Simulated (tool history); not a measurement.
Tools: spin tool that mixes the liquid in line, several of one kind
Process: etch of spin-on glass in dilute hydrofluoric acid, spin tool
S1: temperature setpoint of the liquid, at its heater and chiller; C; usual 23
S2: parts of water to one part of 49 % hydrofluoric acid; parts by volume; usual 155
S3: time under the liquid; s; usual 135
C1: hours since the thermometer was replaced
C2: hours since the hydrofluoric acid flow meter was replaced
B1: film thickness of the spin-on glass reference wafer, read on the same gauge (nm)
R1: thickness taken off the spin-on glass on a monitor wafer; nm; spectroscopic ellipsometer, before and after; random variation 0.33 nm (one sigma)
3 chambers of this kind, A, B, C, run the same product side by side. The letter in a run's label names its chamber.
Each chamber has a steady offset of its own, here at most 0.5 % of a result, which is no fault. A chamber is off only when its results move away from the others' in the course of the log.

run 1A hour=5.4 | S1=23 S2=155 S3=135 | C1=738 C2=1192.2 | B1=100.03 | R1=36.827
run 2B hour=12.2 | S1=23 S2=155 S3=135 | C1=1755.2 C2=451.2 | B1=100 | R1=36.581
run 3C hour=20 | S1=23 S2=155 S3=135 | C1=1320.6 C2=783.8 | B1=100.03 | R1=37.481
run 4A hour=27.8 | S1=23 S2=155 S3=135 | C1=760.4 C2=1214.6 | B1=100.01 | R1=36.949
run 5B hour=35.8 | S1=23 S2=155 S3=135 | C1=1778.8 C2=474.8 | B1=100.02 | R1=36.812
run 6C hour=40.2 | S1=23 S2=155 S3=135 | C1=1340.8 C2=804 | B1=100.01 | R1=36.987
run 7B hour=45.1 | S1=23 S2=155 S3=135 | C1=1788.1 C2=484.1 | B1=99.994 | R1=36.966
run 8A hour=52.3 | S1=23 S2=155 S3=135 | C1=784.9 C2=1239.1 | B1=99.999 | R1=36.091
run 9C hour=61.5 | S1=23 S2=125 S3=135 | C1=1362.1 C2=825.3 | B1=99.999 | R1=47.284
run 10A hour=67 | S1=23 S2=125 S3=135 | C1=799.6 C2=1253.8 | B1=99.958 | R1=47.212
run 11B hour=73.7 | S1=23 S2=125 S3=135 | C1=1816.7 C2=512.7 | B1=99.993 | R1=47.264
run 12C hour=83.4 | S1=23 S2=155 S3=135 | C1=1384 C2=847.2 | B1=99.96 | R1=37.674
run 13B hour=90.7 | S1=23 S2=155 S3=65 | C1=1833.7 C2=529.7 | B1=100.01 | R1=17.884
run 14A hour=95.1 | S1=23 S2=155 S3=65 | C1=827.7 C2=1281.9 | B1=100.01 | R1=17.568
run 15C hour=99.5 | S1=23 S2=155 S3=65 | C1=1400.1 C2=863.3 | B1=100.02 | R1=18.002
-- hour=103 chamber B: hydrofluoric acid flow meter replaced
-- hour=104.4 chamber A: thermometer replaced
run 16B hour=107.3 | S1=23 S2=155 S3=135 | C1=1850.3 C2=4.3 | B1=99.988 | R1=36.766
run 17C hour=113.1 | S1=26.5 S2=155 S3=210 | C1=1413.7 C2=876.9 | B1=99.994 | R1=66.12
run 18A hour=118.4 | S1=26.5 S2=155 S3=210 | C1=14 C2=1305.2 | B1=99.976 | R1=65.067
run 19A hour=127.8 | S1=26.5 S2=155 S3=210 | C1=23.4 C2=1314.6 | B1=99.983 | R1=64.382
run 20C hour=137.5 | S1=23 S2=155 S3=135 | C1=1438.1 C2=901.3 | B1=100.01 | R1=36.749
run 21B hour=146.3 | S1=23 S2=155 S3=135 | C1=1889.3 C2=43.3 | B1=100.02 | R1=36.8
run 22B hour=155.8 | S1=23 S2=155 S3=135 | C1=1898.8 C2=52.8 | B1=99.974 | R1=36.887
run 23C hour=163.9 | S1=23 S2=155 S3=135 | C1=1464.5 C2=927.7 | B1=100 | R1=36.628
run 24A hour=171.3 | S1=23 S2=155 S3=135 | C1=66.9 C2=1358.1 | B1=100.01 | R1=36.1
run 25A hour=176.7 | S1=23 S2=155 S3=135 | C1=72.3 C2=1363.5 | B1=99.982 | R1=36.439
run 26C hour=184.2 | S1=27.5 S2=115 S3=135 | C1=1484.8 C2=948 | B1=99.969 | R1=61.099
run 27B hour=189 | S1=27.5 S2=115 S3=135 | C1=1932 C2=86 | B1=100.01 | R1=62.24
run 28B hour=196.1 | S1=27.5 S2=115 S3=135 | C1=1939.1 C2=93.1 | B1=99.979 | R1=62.667
run 29C hour=204.4 | S1=23 S2=155 S3=135 | C1=1505 C2=968.2 | B1=99.976 | R1=37.749
run 30A hour=213.7 | S1=23 S2=155 S3=135 | C1=109.3 C2=1400.5 | B1=99.997 | R1=34.884
run 31C hour=223.2 | S1=23 S2=155 S3=135 | C1=1523.8 C2=987 | B1=99.983 | R1=36.987
run 32B hour=229.9 | S1=23 S2=115 S3=210 | C1=1972.9 C2=126.9 | B1=100.01 | R1=81.627
run 33A hour=238.1 | S1=23 S2=115 S3=210 | C1=133.7 C2=1424.9 | B1=100.01 | R1=76.718
run 34C hour=243 | S1=23 S2=115 S3=210 | C1=1543.6 C2=1006.8 | B1=100.01 | R1=80.643
run 35A hour=249.3 | S1=23 S2=155 S3=135 | C1=144.9 C2=1436.1 | B1=99.97 | R1=34.969
run 36B hour=255.8 | S1=23 S2=155 S3=135 | C1=1998.8 C2=152.8 | B1=99.993 | R1=36.939
run 37B hour=261.9 | S1=27.5 S2=155 S3=135 | C1=2004.9 C2=158.9 | B1=99.992 | R1=43.381
run 38C hour=266.6 | S1=27.5 S2=155 S3=135 | C1=1567.2 C2=1030.4 | B1=100 | R1=44.368
run 39A hour=274.5 | S1=27.5 S2=155 S3=135 | C1=170.1 C2=1461.3 | B1=100.02 | R1=41.499
run 40B hour=282.4 | S1=23 S2=155 S3=135 | C1=2025.4 C2=179.4 | B1=99.992 | R1=37.02
run 41C hour=291.4 | S1=23 S2=155 S3=135 | C1=1592 C2=1055.2 | B1=100.01 | R1=37.256
run 42A hour=300.5 | S1=23 S2=125 S3=135 | C1=196.1 C2=1487.3 | B1=99.999 | R1=44.249

What goes on in this fleet: one chamber off, a drifting gauge, or nothing beyond the chambers' own small offsets? Name the chamber and the cause, if any.

Chamber A drifts away from the others.
Cause: hydrofluoric acid flow below the setpoint (%) = 6.42.
The log may not tell that from: liquid colder than its thermometer reads (K).

Here are 4 candidates for chamber A's next run, each the usual settings with a change, their results left as question marks. Which one brings its results back in line with what the others give on the usual settings?
In line means no further than this from the other chambers' mean on the usual settings: R1 1.2 nm
run 43A-1 hour=307.6 | S1=22.5 S2=155 S3=135 | R1=?
run 43A-2 hour=307.6 | S1=23 S2=145 S3=135 | R1=?
run 43A-3 hour=307.6 | S1=23.5 S2=155 S3=135 | R1=?
run 43A-4 hour=307.6 | S1=23 S2=160 S3=130 | R1=?

The other chambers' mean on the usual settings: R1 36.9 nm
run=43A-1 R1=33.458
run=43A-2 R1=36.905
run=43A-3 R1=34.762
run=43A-4 R1=31.625
43A-2 brings the chamber back in line.
